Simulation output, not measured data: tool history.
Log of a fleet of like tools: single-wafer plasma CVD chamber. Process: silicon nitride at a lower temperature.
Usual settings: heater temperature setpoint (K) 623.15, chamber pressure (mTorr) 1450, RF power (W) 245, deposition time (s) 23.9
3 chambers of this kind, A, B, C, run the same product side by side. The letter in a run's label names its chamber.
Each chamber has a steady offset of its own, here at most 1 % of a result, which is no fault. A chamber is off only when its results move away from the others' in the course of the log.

| run | hour | heater temperature setpoint (K) | chamber pressure (mTorr) | RF power (W) | deposition time (s) | hours since the last thermocouple change | hours since the last RF generator calibration | hours since the last manometer calibration | read-back reference wafer on the same gauge, thickness_nm | mean film thickness on the monitor wafer (nm) |
|---|---|---|---|---|---|---|---|---|---|---|
| 1C | 4.5 | 623.15 | 1450 | 245 | 23.9 | 530.6 | 1229.6 | 340.9 | 20.806 | 23.798 |
| 2A | 11 | 623.15 | 1450 | 245 | 23.9 | 1898.6 | 1505.3 | 375.6 | 20.803 | 23.852 |
| 3B | 18.8 | 623.15 | 1450 | 245 | 23.9 | 830.6 | 42.9 | 1306.7 | 20.803 | 23.473 |
| 4B | 27 | 623.15 | 1450 | 245 | 23.9 | 838.8 | 51.1 | 1314.9 | 20.796 | 23.573 |
| 5A | 33.1 | 623.15 | 1450 | 245 | 23.9 | 1920.7 | 1527.4 | 397.7 | 20.809 | 23.805 |
| 6C | 41 | 614.15 | 1330 | 245 | 23.9 | 567.1 | 1266.1 | 377.4 | 20.804 | 23.264 |
| 7B | 48.5 | 614.15 | 1330 | 245 | 23.9 | 860.3 | 72.6 | 1336.4 | 20.799 | 23.047 |
| 8A | 53.3 | 614.15 | 1330 | 245 | 23.9 | 1940.9 | 1547.6 | 417.9 | 20.804 | 23.31 |
| 9C | 60.8 | 623.15 | 1450 | 245 | 23.9 | 586.9 | 1285.9 | 397.2 | 20.805 | 23.722 |
| 10C | 69.1 | 623.15 | 1450 | 245 | 23.9 | 595.2 | 1294.2 | 405.5 | 20.794 | 23.608 |
| 11A | 75.3 | 623.15 | 1450 | 245 | 23.9 | 1962.9 | 1569.6 | 439.9 | 20.8 | 23.775 |
| 12B | 80.3 | 623.15 | 1450 | 245 | 21.1 | 892.1 | 104.4 | 1368.2 | 20.8 | 20.73 |
| 13A | 87.4 | 623.15 | 1450 | 245 | 21.1 | 1975 | 1581.7 | 452 | 20.795 | 20.955 |
| 14C | 94.3 | 623.15 | 1450 | 245 | 21.1 | 620.4 | 1319.4 | 430.7 | 20.794 | 20.738 |
| 15B | 100.4 | 623.15 | 1450 | 245 | 23.9 | 912.2 | 124.5 | 1388.3 | 20.802 | 23.555 |
| 16C | 107.2 | 623.15 | 1310 | 245 | 23.9 | 633.3 | 1332.3 | 443.6 | 20.791 | 22.618 |
| 17A | 114.3 | 623.15 | 1310 | 245 | 23.9 | 2001.9 | 1608.6 | 478.9 | 20.785 | 23.15 |
| 18B | 122.6 | 623.15 | 1310 | 245 | 23.9 | 934.4 | 146.7 | 1410.5 | 20.797 | 22.953 |
| 19A | 130.1 | 623.15 | 1450 | 245 | 23.9 | 2017.7 | 1624.4 | 494.7 | 20.793 | 23.827 |
| 20C | 137.6 | 623.15 | 1450 | 245 | 23.9 | 663.7 | 1362.7 | 474 | 20.797 | 23.11 |
| 21B | 142.1 | 623.15 | 1450 | 245 | 23.9 | 953.9 | 166.2 | 1430 | 20.796 | 23.509 |

Is one chamber off against the others, does the gauge drift, or is nothing wrong? If a chamber is off, say which, and what the likeliest cause is.

Chamber C drifts away from the others.
Cause: delivered RF power below the setpoint (%) = 3.8.
The log may not tell that from: true pressure below the setpoint (%).

Here are 4 candidates for chamber C's next run, each the usual settings with a change, their results left as question marks. Which one brings its results back in line with what the others give on the usual settings?
In line means no further than this from the other chambers' mean on the usual settings: mean film thickness on the monitor wafer (nm) 0.19
| 22C-1 | 148.2 | 623.15 | 1450 | 250 | 24.6 |  |  |  |  | ? |
| 22C-2 | 148.2 | 623.15 | 1430 | 245 | 23 |  |  |  |  | ? |
| 22C-3 | 148.2 | 623.15 | 1580 | 245 | 23.9 |  |  |  |  | ? |
| 22C-4 | 148.2 | 623.15 | 1440 | 245 | 23.4 |  |  |  |  | ? |

The other chambers' mean on the usual settings: mean film thickness on the monitor wafer (nm) 23.681
| run | mean film thickness on the monitor wafer (nm) |
|---|---|
| 22C-1 | 24.137 |
| 22C-2 | 22.162 |
| 22C-3 | 23.692 |
| 22C-4 | 22.592 |
22C-3 brings the chamber back in line.

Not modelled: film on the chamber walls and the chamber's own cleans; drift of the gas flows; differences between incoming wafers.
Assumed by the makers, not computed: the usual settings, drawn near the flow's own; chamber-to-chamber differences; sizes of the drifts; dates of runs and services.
